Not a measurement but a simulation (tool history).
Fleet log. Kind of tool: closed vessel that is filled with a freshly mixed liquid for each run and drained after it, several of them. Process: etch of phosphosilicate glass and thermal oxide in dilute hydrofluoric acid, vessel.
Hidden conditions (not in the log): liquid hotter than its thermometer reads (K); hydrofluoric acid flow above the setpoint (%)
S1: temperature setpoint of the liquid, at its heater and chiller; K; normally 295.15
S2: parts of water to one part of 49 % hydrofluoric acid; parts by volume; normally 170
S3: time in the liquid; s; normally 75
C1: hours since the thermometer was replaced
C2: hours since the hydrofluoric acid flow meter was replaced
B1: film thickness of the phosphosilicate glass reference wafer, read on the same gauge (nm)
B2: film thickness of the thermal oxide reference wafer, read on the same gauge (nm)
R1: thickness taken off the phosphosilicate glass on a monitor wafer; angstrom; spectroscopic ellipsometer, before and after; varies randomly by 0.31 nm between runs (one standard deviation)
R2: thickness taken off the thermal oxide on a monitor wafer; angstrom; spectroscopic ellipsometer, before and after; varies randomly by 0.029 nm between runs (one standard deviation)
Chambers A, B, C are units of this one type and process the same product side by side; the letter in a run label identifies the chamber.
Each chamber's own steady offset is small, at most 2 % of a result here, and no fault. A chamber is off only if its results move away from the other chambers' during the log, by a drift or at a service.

run 1A hour=3.7 | S1=295.15 S2=170 S3=75 | C1=5.1 C2=1448.1 | B1=150.01 B2=90.021 | R1=354.57 R2=16.985
run 2C hour=7.0 | S1=295.15 S2=170 S3=75 | C1=1190.8 C2=1342.3 | B1=150.00 B2=90.006 | R1=361.85 R2=16.900
run 3B hour=10.8 | S1=295.15 S2=170 S3=75 | C1=1130.2 C2=1754.0 | B1=149.98 B2=89.994 | R1=349.19 R2=16.425
run 4C hour=15.1 | S1=295.15 S2=170 S3=75 | C1=1198.9 C2=1350.4 | B1=150.00 B2=89.984 | R1=350.00 R2=15.922
run 5B hour=18.1 | S1=295.15 S2=170 S3=75 | C1=1137.5 C2=1761.3 | B1=150.02 B2=90.014 | R1=348.14 R2=16.419
run 6A hour=22.0 | S1=295.15 S2=170 S3=75 | C1=23.4 C2=1466.4 | B1=149.99 B2=89.978 | R1=363.54 R2=16.539
run 7C hour=24.1 | S1=295.15 S2=170 S3=75 | C1=1207.9 C2=1359.4 | B1=150.01 B2=90.022 | R1=352.55 R2=16.953
run 8B hour=26.4 | S1=295.15 S2=170 S3=75 | C1=1145.8 C2=1769.6 | B1=150.00 B2=90.032 | R1=348.30 R2=16.289
run 9A hour=30.2 | S1=295.15 S2=170 S3=75 | C1=31.6 C2=1474.6 | B1=150.00 B2=89.998 | R1=358.65 R2=16.372
run 10C hour=35.1 | S1=295.15 S2=170 S3=75 | C1=1218.9 C2=1370.4 | B1=149.99 B2=90.007 | R1=354.71 R2=16.544
run 11A hour=38.8 | S1=295.15 S2=170 S3=75 | C1=40.2 C2=1483.2 | B1=150.02 B2=90.001 | R1=362.22 R2=16.449
run 12B hour=42.6 | S1=299.65 S2=170 S3=75 | C1=1162.0 C2=1785.8 | B1=150.00 B2=89.997 | R1=412.94 R2=19.773
run 13B hour=46.1 | S1=299.65 S2=170 S3=75 | C1=1165.5 C2=1789.3 | B1=149.99 B2=89.999 | R1=407.66 R2=19.773
run 14C hour=50.0 | S1=299.65 S2=170 S3=75 | C1=1233.8 C2=1385.3 | B1=150.00 B2=89.981 | R1=419.54 R2=20.306
run 15A hour=52.9 | S1=293.15 S2=135 S3=75 | C1=54.3 C2=1497.3 | B1=149.97 B2=89.996 | R1=428.68 R2=20.623
run 16B hour=57.4 | S1=293.15 S2=135 S3=75 | C1=1176.8 C2=1800.6 | B1=150.02 B2=89.971 | R1=420.86 R2=20.673
run 17C hour=60.7 | S1=293.15 S2=135 S3=75 | C1=1244.5 C2=1396.0 | B1=150.00 B2=90.017 | R1=436.38 R2=20.572
run 18A hour=63.7 | S1=299.15 S2=170 S3=105 | C1=65.1 C2=1508.1 | B1=149.98 B2=90.017 | R1=573.72 R2=27.982
run 19A hour=66.3 | S1=299.15 S2=170 S3=105 | C1=67.7 C2=1510.7 | B1=150.01 B2=90.012 | R1=581.12 R2=27.577
run 20C hour=69.1 | S1=299.15 S2=170 S3=105 | C1=1252.9 C2=1404.4 | B1=150.01 B2=90.046 | R1=575.65 R2=26.899
run 21B hour=73.4 | S1=295.15 S2=170 S3=75 | C1=1192.8 C2=1816.6 | B1=149.98 B2=90.007 | R1=346.47 R2=16.660
run 22A hour=76.2 | S1=295.15 S2=170 S3=75 | C1=77.6 C2=1520.6 | B1=150.03 B2=90.057 | R1=356.01 R2=16.615
run 23B hour=79.5 | S1=295.15 S2=170 S3=75 | C1=1198.9 C2=1822.7 | B1=150.02 B2=90.017 | R1=349.07 R2=16.702
run 24C hour=82.5 | S1=295.15 S2=170 S3=75 | C1=1266.3 C2=1417.8 | B1=150.00 B2=90.012 | R1=355.33 R2=16.659
run 25B hour=85.4 | S1=295.15 S2=170 S3=75 | C1=1204.8 C2=1828.6 | B1=149.99 B2=89.996 | R1=345.96 R2=16.583
run 26C hour=88.1 | S1=295.15 S2=170 S3=90 | C1=1271.9 C2=1423.4 | B1=150.01 B2=90.013 | R1=428.17 R2=20.053
run 27A hour=90.6 | S1=295.15 S2=170 S3=90 | C1=92.0 C2=1535.0 | B1=149.99 B2=89.992 | R1=425.14 R2=19.649
run 28C hour=93.6 | S1=295.15 S2=170 S3=90 | C1=1277.4 C2=1428.9 | B1=149.98 B2=89.992 | R1=424.65 R2=20.232
run 29B hour=96.1 | S1=295.15 S2=170 S3=75 | C1=1215.5 C2=1839.3 | B1=150.02 B2=90.003 | R1=348.54 R2=16.155
run 30A hour=99.5 | S1=295.15 S2=170 S3=75 | C1=100.9 C2=1543.9 | B1=150.01 B2=90.020 | R1=359.34 R2=16.813
run 31B hour=102.8 | S1=295.15 S2=170 S3=75 | C1=1222.2 C2=1846.0 | B1=150.00 B2=89.985 | R1=355.28 R2=16.952
run 32A hour=105.2 | S1=295.15 S2=170 S3=75 | C1=106.6 C2=1549.6 | B1=150.02 B2=90.038 | R1=357.71 R2=17.007
run 33C hour=108.5 | S1=295.15 S2=170 S3=75 | C1=1292.3 C2=1443.8 | B1=150.00 B2=90.012 | R1=355.44 R2=16.565
run 34B hour=112.1 | S1=295.15 S2=170 S3=75 | C1=1231.5 C2=1855.3 | B1=149.98 B2=90.020 | R1=349.79 R2=16.477
run 35A hour=116.5 | S1=295.15 S2=170 S3=75 | C1=117.9 C2=1560.9 | B1=149.98 B2=89.985 | R1=359.55 R2=16.549
run 36C hour=120.5 | S1=295.15 S2=170 S3=75 | C1=1304.3 C2=1455.8 | B1=149.98 B2=90.025 | R1=355.57 R2=16.656
-- hour=121.0 chamber B: hydrofluoric acid flow meter replaced
run 37C hour=124.7 | S1=295.15 S2=170 S3=75 | C1=1308.5 C2=1460.0 | B1=149.99 B2=89.972 | R1=353.59 R2=16.375
run 38A hour=128.1 | S1=295.15 S2=170 S3=75 | C1=129.5 C2=1572.5 | B1=149.97 B2=90.014 | R1=355.47 R2=16.520
run 39B hour=132.1 | S1=295.15 S2=170 S3=75 | C1=1251.5 C2=11.1 | B1=150.01 B2=89.997 | R1=345.55 R2=16.540
run 40B hour=134.4 | S1=295.15 S2=170 S3=75 | C1=1253.8 C2=13.4 | B1=149.98 B2=90.004 | R1=347.51 R2=17.341

Read the log: is a single chamber off, either drifting away or since a service, is the gauge that measures every chamber drifting, or is nothing wrong beyond small per-chamber offsets? Name any odd chamber and what most likely caused it.

Neither any chamber nor the gauge drifts; the chambers differ only by their own small, steady offsets.
